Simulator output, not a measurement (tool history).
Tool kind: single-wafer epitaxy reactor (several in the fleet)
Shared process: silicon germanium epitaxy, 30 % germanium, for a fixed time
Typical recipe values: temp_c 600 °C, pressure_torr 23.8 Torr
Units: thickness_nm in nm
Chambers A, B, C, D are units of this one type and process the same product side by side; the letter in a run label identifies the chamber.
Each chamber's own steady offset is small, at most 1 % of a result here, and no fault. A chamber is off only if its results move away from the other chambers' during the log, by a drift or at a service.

run,hour,temp_c,pressure_torr,hours since the last pyrometer calibration,hours since the last manometer calibration,"read-back reference wafer on the same gauge, thickness_nm",thickness_nm
1C,11.1,600,23.8,1020.2,191.6,71.779,62.573
2A,20.3,600,23.8,969.8,2037.4,71.741,63.592
3B,32.2,600,23.8,203.6,613.5,71.795,62.666
4D,43.8,600,23.8,2309.1,501.9,71.822,63.223
5D,49.3,600,25.7,2314.6,507.4,71.752,65.195
6C,59.3,600,25.7,1068.4,239.8,71.764,65.516
7B,69.2,600,25.7,240.6,650.5,71.816,65.169
8A,76,600,25.7,1025.5,2093.1,71.753,65.443
9D,82.8,600,23.8,2348.1,540.9,71.755,63.038
10A,90.5,600,23.8,1040,2107.6,71.741,63.656
11C,96.5,600,23.8,1105.6,277,71.765,62.312
12B,108.2,610,28.7,279.6,689.5,71.778,82.159
13D,117.2,610,28.7,2382.5,575.3,71.814,81.667
14A,123.4,610,28.7,1072.9,2140.5,71.835,82.504
15B,131.9,610,28.7,303.3,713.2,71.778,81.127
16C,141.1,600,23.8,1150.2,321.6,71.858,63.33
17B,151.4,600,23.8,322.8,732.7,71.85,63.48
18C,162.6,600,23.8,1171.7,343.1,71.841,62.392
19A,172.3,594,18.5,1121.8,2189.4,71.716,51.227
20D,182.3,594,18.5,2447.6,640.4,71.843,51.391
21C,193.4,594,18.5,1202.5,373.9,71.738,51.18
22D,199.5,594,18.5,2464.8,657.6,71.839,50.976
23B,211.5,600,23.8,382.9,792.8,71.764,62.985
# hour 212.5: chamber D: pyrometer calibrated
24A,222.1,600,23.8,1171.6,2239.2,71.819,63.341
25B,234.3,600,23.8,405.7,815.6,71.843,63.765
26C,244.7,600,23.8,1253.8,425.2,71.793,62.951
27A,251.1,600,23.8,1200.6,2268.2,71.75,63.519
28D,263.4,600,23.8,50.9,721.5,71.868,68.172
29D,275.8,592,21.6,63.3,733.9,71.913,56.9
30C,288,592,21.6,1297.1,468.5,71.835,52.461
31A,295.6,592,21.6,1245.1,2312.7,71.764,52.818
32B,301,592,21.6,472.4,882.3,71.823,52.589
33A,311.5,600,23.8,1261,2328.6,71.799,63.897
34D,318.1,600,23.8,105.6,776.2,71.709,66.899
35B,328.2,600,23.8,499.6,909.5,71.817,63.583
36C,334.5,600,23.8,1343.6,515,71.82,62.588
37D,342.9,608,18.1,130.4,801,71.856,70.186
38B,354.6,608,18.1,526,935.9,71.719,65.631
# hour 360.6: chamber C: pyrometer calibrated
39C,362.4,608,18.1,1.9,542.9,71.833,65.629

For the next run the whole fleet of 4 chambers uses the same settings. Give each chamber's results:
40A,371.2,592,23.8,,,,?
40B,371.2,592,23.8,,,,?
40C,371.2,592,23.8,,,,?
40D,371.2,592,23.8,,,,?

run,thickness_nm
40A,54.619
40B,54.456
40C,54.297
40D,58.06
